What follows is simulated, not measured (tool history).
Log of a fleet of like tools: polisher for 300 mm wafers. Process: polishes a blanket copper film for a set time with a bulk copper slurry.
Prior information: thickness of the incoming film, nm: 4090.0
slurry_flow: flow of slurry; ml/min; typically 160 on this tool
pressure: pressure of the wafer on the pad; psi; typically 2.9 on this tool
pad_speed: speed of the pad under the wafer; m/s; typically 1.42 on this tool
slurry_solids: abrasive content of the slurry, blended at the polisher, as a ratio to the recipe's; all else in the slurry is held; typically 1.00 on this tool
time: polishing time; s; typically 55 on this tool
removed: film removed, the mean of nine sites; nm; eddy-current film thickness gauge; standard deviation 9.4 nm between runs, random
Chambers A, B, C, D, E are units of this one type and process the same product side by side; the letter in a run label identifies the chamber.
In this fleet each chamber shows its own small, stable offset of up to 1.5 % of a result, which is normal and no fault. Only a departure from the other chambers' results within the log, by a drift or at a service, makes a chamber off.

run   hour  slurry_flow  pressure  pad_speed  slurry_solids  time  wafers polished on this pad  hours since the slurry nozzle was cleaned  hours since the head pressure was calibrated  hours since the slurry blender was calibrated  removed
       1.2  -- chamber B: worn pad replaced by a new one
 1E    3.6          160       2.9       1.42           1.00    55                          496                                      136.6                                         325.2                                          105.0   676.04
 2D    7.5          160       2.9       1.42           1.00    55                          506                                      423.2                                         102.2                                          249.3   693.30
 3A   10.3          160       2.9       1.42           1.00    55                          988                                       50.5                                         230.2                                          315.2   701.46
 4B   13.8          160       2.9       1.42           1.00    55                          199                                      408.3                                         681.0                                          430.2   686.43
 5C   17.5          160       2.9       1.42           1.00    55                         1284                                      263.8                                         750.9                                           86.5   697.41
 6E   21.1          160       2.9       1.42           1.00    55                          773                                      154.1                                         342.7                                          122.5   686.26
 7A   23.7          160       2.9       1.42           1.00    55                         1200                                       63.9                                         243.6                                          328.6   695.82
      25.0  -- chamber D: slurry blender recalibrated
      25.2  -- chamber E: worn pad replaced by a new one
      25.5  -- chamber C: worn pad replaced by a new one
 8D   26.5          160       2.9       1.42           1.00    55                          806                                      442.2                                         121.2                                            1.5   686.11
 9C   30.7          160       2.9       1.42           1.00    55                           83                                      277.0                                         764.1                                           99.7   716.05
10B   35.5          160       2.9       1.42           1.00    55                          542                                      430.0                                         702.7                                          451.9   689.01
      35.7  -- chamber A: worn pad replaced by a new one
11A   40.3          160       2.9       1.42           1.00    55                           73                                       80.5                                         260.2                                          345.2   686.16
12E   44.4          160       2.9       1.42           1.00    55                          304                                      177.4                                         366.0                                          145.8   681.47
      47.1  -- chamber D: worn pad replaced by a new one
13B   48.4          160       2.9       1.42           1.00    55                          746                                      442.9                                         715.6                                          464.8   692.72
      52.3  -- chamber B: worn pad replaced by a new one
14C   52.4          160       2.9       1.42           1.00    55                          426                                      298.7                                         785.8                                          121.4   712.25
15D   55.9          160       2.9       1.42           1.00    55                          139                                      471.6                                         150.6                                           30.9   692.43
16D   59.3          160       2.9       1.42           1.00    38                          192                                      475.0                                         154.0                                           34.3   480.28
17E   62.9          160       2.9       1.42           1.00    38                          597                                      195.9                                         384.5                                          164.3   464.27
18C   65.9          160       2.9       1.42           1.00    38                          639                                      312.2                                         799.3                                          134.9   478.80
      68.7  -- chamber D: slurry nozzle cleaned
19B   70.8          160       2.9       1.42           1.00    38                          293                                      465.3                                         738.0                                          487.2   475.65
      72.7  -- chamber E: worn pad replaced by a new one
20A   74.1          160       2.9       1.42           1.00    38                          608                                      114.3                                         294.0                                          379.0   472.95
21B   78.8          160       2.9       1.42           1.00    55                          420                                      473.3                                         746.0                                          495.2   671.74
22D   81.8          160       2.9       1.42           1.00    55                          548                                       13.1                                         176.5                                           56.8   699.27
23A   85.4          160       2.9       1.42           1.00    55                          786                                      125.6                                         305.3                                          390.3   695.88
24E   90.1          160       2.9       1.42           1.00    55                          276                                      223.1                                         411.7                                          191.5   698.51
25C   93.2          160       2.9       1.42           1.00    73                         1071                                      339.5                                         826.6                                          162.2   892.78
      93.8  -- chamber B: slurry blender recalibrated
26D   97.9          160       2.9       1.42           1.00    73                          803                                       29.2                                         192.6                                           72.9   922.64
     100.3  -- chamber B: worn pad replaced by a new one
27A  100.6          160       2.9       1.42           1.00    73                         1026                                      140.8                                         320.5                                          405.5   931.20
28C  103.2          160       2.9       1.42           1.00    73                         1229                                      349.5                                         836.6                                          172.2   853.19
29E  107.6          160       2.9       1.42           1.00    73                          553                                      240.6                                         429.2                                          209.0   896.97
30B  110.8          160       2.9       1.42           1.00    55                          166                                      505.3                                         778.0                                           17.1   697.30

Does one chamber stand apart from the rest, does the shared gauge drift, or is all well apart from small per-chamber offsets? Give the chamber and the most likely cause, where there is one.

It is chamber C that slowly wanders off from its peers.
Likeliest cause: slurry flow missing at the pad, % = 40.5.
The log might look much the same if the cause were instead: removal rate lost through wear of the pad, %; head's pressure below its setpoint, %; abrasive missing from the slurry, %.

Chamber C could run next with any of the 4 candidate recipes listed below; each alters the usual settings, and their results appear as question marks. Which one brings its results back in line with what the other chambers deliver on the usual settings?
A result is in line if it is within this distance of the other chambers' mean on the usual settings: removed 33.00 nm
31C-1  114.4          115       2.9       1.42           1.00    55                                                                                                                                                                             ?
31C-2  114.4          160       3.1       1.50           1.00    58                                                                                                                                                                             ?
31C-3  114.4          160       2.9       1.20           1.00    55                                                                                                                                                                             ?
31C-4  114.4          160       2.9       1.48           1.00    57                                                                                                                                                                             ?

Other chambers, usual settings, mean: removed 692.47 nm
  run  removed
31C-1   583.81
31C-2   765.96
31C-3   542.40
31C-4   694.09
The right change is 31C-4: it brings the chamber back within the allowed miss of the others.
